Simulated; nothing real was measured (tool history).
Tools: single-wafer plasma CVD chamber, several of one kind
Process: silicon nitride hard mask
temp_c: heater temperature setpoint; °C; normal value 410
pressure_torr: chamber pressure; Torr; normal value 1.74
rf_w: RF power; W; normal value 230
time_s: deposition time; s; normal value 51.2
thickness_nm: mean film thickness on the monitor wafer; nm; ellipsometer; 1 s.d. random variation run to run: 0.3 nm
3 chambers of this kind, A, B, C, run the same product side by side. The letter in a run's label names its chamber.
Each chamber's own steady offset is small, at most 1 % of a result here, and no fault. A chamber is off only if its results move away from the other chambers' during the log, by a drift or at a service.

run	hour	temp_c	pressure_torr	rf_w	time_s	read-back reference wafer on the same gauge, thickness_nm	thickness_nm
1C	2.9	410	1.74	230	51.2	41.516	50.159
2B	7.1	410	1.74	230	51.2	41.482	49.203
3A	9.7	410	1.74	230	51.2	41.503	50.597
4A	14.3	410	1.74	230	51.2	41.455	49.9
5B	16.6	410	1.74	230	51.2	41.488	49.412
6C	19.8	401	1.74	230	51.2	41.541	50.019
7A	22.9	401	1.74	230	51.2	41.493	50.336
8B	26	401	1.74	230	51.2	41.583	49.937
9C	28.4	410	1.74	230	51.2	41.473	50.275
10B	31.1	410	1.74	230	51.2	41.519	49.775
11C	35	410	1.74	230	51.2	41.497	49.403
12A	38.2	410	1.74	230	51.2	41.543	50.269
13A	40.3	423	1.99	230	51.2	41.559	52.163
14B	42.6	423	1.99	230	51.2	41.512	51.23
15C	44.7	423	1.99	230	51.2	41.515	50.836
16A	48	410	1.74	230	51.2	41.534	49.787
17B	51.3	410	1.74	230	51.2	41.491	49.523
18C	55.3	410	1.74	230	51.2	41.485	48.629
19C	59.2	410	1.74	230	51.2	41.475	49.181
20A	61.7	410	1.74	230	51.2	41.594	49.788
21B	66.3	410	1.74	230	51.2	41.56	49.77
22C	68.6	410	1.74	230	51.2	41.506	48.174
23B	72.6	410	1.74	230	51.2	41.538	49.356
24A	76.9	410	1.74	230	51.2	41.427	49.916
25A	80.3	410	1.74	230	51.2	41.502	49.896
26C	82.6	410	1.74	230	51.2	41.485	48.135
27B	85.8	410	1.74	230	51.2	41.532	49.283
28A	89.4	410	1.74	230	51.2	41.489	50.165
29C	93.6	415	2.03	230	51.2	41.494	50.034
30B	97.1	415	2.03	230	51.2	41.506	52.204
31C	101.4	415	2.03	230	51.2	41.508	49.84
32A	105.5	410	1.74	230	51.2	41.504	50.303

One chamber off, gauge drift, or nothing amiss beyond the chambers' own small offsets? If it is a chamber, which one, and what is the likeliest cause?

Little by little, chamber C moves away from the other chambers.
Cause: delivered RF power below the setpoint (%) = 7.49.

Which of the 4 candidates below, each the usual settings with something changed and its results left as question marks, puts chamber C back in line with what the other chambers give on the usual settings?
A result is in line if it is within this distance of the other chambers' mean on the usual settings: thickness_nm 1 nm
33C-1	108.8	410	1.76	235	52.7		?
33C-2	108.8	410	1.72	225	49.7		?
33C-3	108.8	431	1.74	230	51.2		?
33C-4	108.8	410	1.75	230	51.6		?

Average result of the remaining chambers running the usual settings: thickness_nm 49.782 nm
run	thickness_nm
33C-1	49.75
33C-2	45.148
33C-3	46.977
33C-4	47.87
The answer is 33C-1, which returns the chamber to within the allowed miss of the others.
